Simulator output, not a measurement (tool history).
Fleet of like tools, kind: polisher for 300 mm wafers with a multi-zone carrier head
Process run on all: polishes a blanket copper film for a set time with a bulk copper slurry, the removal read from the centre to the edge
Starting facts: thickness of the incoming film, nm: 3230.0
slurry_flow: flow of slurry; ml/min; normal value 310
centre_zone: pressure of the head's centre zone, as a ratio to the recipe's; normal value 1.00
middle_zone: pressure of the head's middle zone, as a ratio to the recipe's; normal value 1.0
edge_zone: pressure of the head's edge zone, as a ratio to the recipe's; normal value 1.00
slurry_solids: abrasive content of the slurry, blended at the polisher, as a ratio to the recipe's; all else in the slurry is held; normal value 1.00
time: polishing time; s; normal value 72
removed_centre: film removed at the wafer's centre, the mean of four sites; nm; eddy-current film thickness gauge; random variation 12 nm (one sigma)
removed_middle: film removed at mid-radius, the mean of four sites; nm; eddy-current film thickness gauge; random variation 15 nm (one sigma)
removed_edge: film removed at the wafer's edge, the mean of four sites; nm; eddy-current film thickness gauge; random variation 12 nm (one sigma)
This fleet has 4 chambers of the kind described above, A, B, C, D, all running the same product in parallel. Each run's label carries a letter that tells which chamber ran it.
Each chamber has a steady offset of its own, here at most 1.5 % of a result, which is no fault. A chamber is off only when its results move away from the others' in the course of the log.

run,day,slurry_flow,centre_zone,middle_zone,edge_zone,slurry_solids,time,wafers polished on this pad,hours since the slurry nozzle was cleaned,hours since the centre zone pressure was calibrated,hours since the edge zone pressure was calibrated,removed_centre,removed_middle,removed_edge
1B,0.088,310,1.00,1.0,1.00,1.00,72,647,129.8,132.7,272.0,1005.70,968.14,1000.00
# day 0.150: chamber C: worn pad replaced by a new one
2A,0.192,310,1.00,1.0,1.00,1.00,72,366,136.9,435.4,334.2,1008.50,1007.80,1012.90
3D,0.362,310,1.00,1.0,1.00,1.00,72,145,156.0,327.5,657.5,1002.60,1019.90,998.02
# day 0.517: chamber B: worn pad replaced by a new one
4C,0.529,310,1.00,1.0,1.00,1.00,72,84,379.0,999.0,795.9,1010.60,996.82,1003.80
5B,0.621,310,1.00,1.0,1.00,1.00,72,23,142.6,145.5,284.8,1017.20,1025.30,1000.90
6A,0.796,310,1.00,1.0,1.00,1.00,72,499,151.4,449.9,348.7,997.04,1006.30,1012.30
7C,0.946,310,1.00,1.0,1.00,1.00,72,175,389.0,1009.0,805.9,984.47,979.81,994.65
8D,1.054,310,1.00,1.0,1.00,1.00,72,297,172.6,344.1,674.1,998.48,999.90,1005.20
9A,1.196,310,1.00,1.0,0.91,0.85,72,587,161.0,459.5,358.3,954.72,971.75,909.64
10D,1.350,310,1.00,1.0,0.91,0.85,72,362,179.7,351.2,681.2,962.20,972.46,919.00
11C,1.462,310,1.00,1.0,0.91,0.85,72,289,401.4,1021.4,818.3,961.48,958.26,891.21
12B,1.642,310,1.00,1.0,0.91,0.85,72,247,167.1,170.0,309.3,957.73,960.57,924.93
13A,1.779,310,1.00,1.0,1.00,1.00,72,715,175.0,473.5,372.3,997.36,1018.30,996.16
14D,1.921,405,1.00,1.0,1.00,1.00,72,488,193.4,364.9,694.9,1022.70,1012.00,1015.40
15C,2.088,405,1.00,1.0,1.00,1.00,72,426,416.4,1036.4,833.3,1009.40,1015.00,1010.60
16B,2.254,405,1.00,1.0,1.00,1.00,72,382,181.8,184.7,324.0,1038.20,1047.20,1024.20
17D,2.371,405,1.00,1.0,1.00,1.00,72,586,204.2,375.7,705.7,1039.20,1029.70,999.89
18B,2.517,310,1.00,1.0,1.00,0.80,72,439,188.1,191.0,330.3,963.57,956.52,939.36
19C,2.679,310,1.00,1.0,1.00,0.80,72,556,430.6,1050.6,847.5,971.81,931.95,946.14
# day 2.762: chamber D: edge zone pressure recalibrated
20A,2.771,310,1.00,1.0,1.00,0.80,72,933,198.8,497.3,396.1,959.26,959.03,948.88
21D,2.904,310,1.00,1.0,1.00,0.80,72,704,217.0,388.5,3.5,951.83,971.84,958.80
# day 2.917: chamber C: centre zone pressure recalibrated
22A,3.067,310,1.00,1.0,1.00,1.00,48,998,205.9,504.4,403.2,667.90,684.05,672.31
23B,3.196,310,1.00,1.0,1.00,1.00,48,589,204.4,207.3,346.6,675.34,669.14,676.38
24C,3.362,310,1.00,1.0,1.00,1.00,48,706,447.0,10.8,863.9,672.27,673.97,662.35
25C,3.500,310,1.00,1.0,1.00,1.00,48,736,450.3,14.1,867.2,672.19,660.29,662.67
26B,3.650,310,1.00,1.0,1.00,1.00,72,688,215.3,218.2,357.5,1025.30,994.96,994.31
27D,3.750,310,1.00,1.0,1.00,1.00,72,889,237.3,408.8,23.8,1012.20,1003.30,995.03
# day 3.892: chamber C: edge zone pressure recalibrated
28A,3.892,310,1.00,1.0,1.00,1.00,72,1179,225.7,524.2,423.0,1012.30,978.82,990.79
29B,3.992,310,1.00,1.0,1.00,1.00,72,764,223.5,226.4,365.7,1011.40,1006.60,994.85
30C,4.096,310,1.00,1.0,1.00,1.00,72,867,464.6,28.4,4.9,986.76,1009.70,959.67
31D,4.179,310,1.00,1.0,1.00,1.00,72,984,247.6,419.1,34.1,992.33,1008.50,996.21
# day 4.325: chamber A: worn pad replaced by a new one
32A,4.338,310,1.00,1.0,1.00,1.00,72,3,236.4,534.9,433.7,1010.60,1016.30,992.92
33A,4.425,310,1.00,1.0,1.00,1.00,72,22,238.5,537.0,435.8,999.99,1010.10,994.84
# day 4.550: chamber B: worn pad replaced by a new one
34C,4.554,310,1.09,0.9,1.00,1.00,72,968,475.6,39.4,15.9,1107.20,892.24,987.22
35D,4.738,310,1.09,0.9,1.00,1.00,72,1107,261.0,432.5,47.5,1095.60,904.14,992.01
36B,4.838,310,1.09,0.9,1.00,1.00,72,63,243.8,246.7,386.0,1095.90,883.65,992.64
37B,4.946,310,1.09,0.9,1.00,1.00,72,87,246.4,249.3,388.6,1100.50,875.30,991.81
# day 4.983: chamber C: slurry nozzle cleaned
38A,5.083,310,1.00,1.0,1.00,1.00,72,167,254.3,552.8,451.6,1013.00,986.22,995.08
39C,5.242,310,1.00,1.0,1.00,1.00,72,1119,6.3,55.9,32.4,1002.70,1001.00,995.91
40D,5.367,310,1.00,1.0,1.00,1.00,72,1245,276.1,447.6,62.6,993.89,1019.00,989.87
41B,5.488,310,1.00,1.0,1.00,1.00,72,206,259.4,262.3,401.6,985.49,1004.00,1023.10

Has any chamber moved away from the others, gradually or after a service, or does the common gauge drift, or do the chambers differ only by their own small steady offsets? State the chamber and the most likely cause if one applies.

No chamber is off and the gauge is stable; the differences are just each chamber's small, constant offset.
